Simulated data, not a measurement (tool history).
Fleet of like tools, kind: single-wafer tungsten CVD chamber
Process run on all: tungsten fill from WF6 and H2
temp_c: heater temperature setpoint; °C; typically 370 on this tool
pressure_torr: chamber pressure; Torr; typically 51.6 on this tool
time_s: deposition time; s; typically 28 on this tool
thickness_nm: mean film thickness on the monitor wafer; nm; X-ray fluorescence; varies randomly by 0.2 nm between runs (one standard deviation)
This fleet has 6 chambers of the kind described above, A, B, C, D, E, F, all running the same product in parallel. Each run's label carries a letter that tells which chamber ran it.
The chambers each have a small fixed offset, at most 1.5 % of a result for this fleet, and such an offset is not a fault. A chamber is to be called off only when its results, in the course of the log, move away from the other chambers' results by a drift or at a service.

run	hour	temp_c	pressure_torr	time_s	hours since the last thermocouple change	hours since the last manometer calibration	read-back reference wafer on the same gauge, thickness_nm	thickness_nm
1F	11.3	370	51.6	28	1743.2	567.6	59.296	57.461
2E	21.5	370	51.6	28	876.5	93.4	59.324	58.323
3C	27.5	370	51.6	28	290.3	1635.6	59.252	57.708
4B	37.3	370	51.6	28	2787.7	981.9	59.256	57.071
5A	47	370	51.6	28	1935	410.8	59.308	57.701
6D	56.2	370	51.6	28	2618.7	486	59.313	57.241
7B	61.9	370	51.6	28	2812.3	1006.5	59.334	57.041
8C	73.1	370	51.6	28	335.9	1681.2	59.316	57.713
9E	81.6	370	55.5	28	936.6	153.5	59.259	60.504
# hour 86.6: chamber D: thermocouple changed; heater temperature recalibrated
10F	86.6	370	55.5	28	1818.5	642.9	59.311	59.227
11D	96.2	370	55.5	28	9.6	526	59.288	58.985
# hour 103.2: chamber F: thermocouple changed; heater temperature recalibrated
# hour 103.9: chamber B: thermocouple changed; heater temperature recalibrated
12A	105.6	370	55.5	28	1993.6	469.4	59.295	59.251
# hour 107.8: chamber C: capacitance manometer re-zeroed and calibrated
13E	115.7	370	55.5	28	970.7	187.6	59.285	59.903
14C	125.4	370	55.5	28	388.2	17.6	59.244	59.369
15D	134.5	370	51.6	28	47.9	564.3	59.316	56.988
16F	143.3	370	51.6	28	40.1	699.6	59.342	57.474
17A	150.6	370	51.6	28	2038.6	514.4	59.282	57.562
18B	159.6	370	51.6	28	55.8	1104.2	59.308	56.77
19C	168.9	370	51.6	28	431.7	61.1	59.283	57.923
20A	174.8	370	51.6	28	2062.8	538.6	59.322	57.146
21D	184.3	370	58.8	28	97.7	614.1	59.285	59.907
22F	190.2	370	58.8	28	87	746.5	59.324	61.007
23E	198.9	370	58.8	28	1053.9	270.8	59.287	61.944
24B	210	370	58.8	28	106.2	1154.6	59.328	60.184
25E	219.3	370	58.8	28	1074.3	291.2	59.265	61.402
26B	230	370	58.8	28	126.2	1174.6	59.349	60.379
27F	237.3	370	51.6	24.8	134.1	793.6	59.279	51.042
28A	246.1	370	51.6	24.8	2134.1	609.9	59.27	50.826
29C	252.5	370	51.6	24.8	515.3	144.7	59.294	51.165
30D	259.1	370	51.6	24.8	172.5	688.9	59.279	49.414
31B	269.2	370	51.6	24.8	165.4	1213.8	59.325	50.725
32C	275.7	370	51.6	24.8	538.5	167.9	59.254	50.967
33E	284.7	370	51.6	28	1139.7	356.6	59.342	57.92
34A	290.3	370	51.6	28	2178.3	654.1	59.322	57.286
35D	295.2	364	51.6	33.2	208.6	725	59.299	58.315
36F	300.4	364	51.6	33.2	197.2	856.7	59.274	60.082
37E	310.6	364	51.6	33.2	1165.6	382.5	59.348	61.063

The same settings go to every chamber for the next run, one line per chamber below. Forecast the results for each:
38A	318.7	370	51.6	28				?
38B	318.7	370	51.6	28				?
38C	318.7	370	51.6	28				?
38D	318.7	370	51.6	28				?
38E	318.7	370	51.6	28				?
38F	318.7	370	51.6	28				?

run	thickness_nm
38A	57.742
38B	57.132
38C	57.433
38D	55.633
38E	58.449
38F	57.542
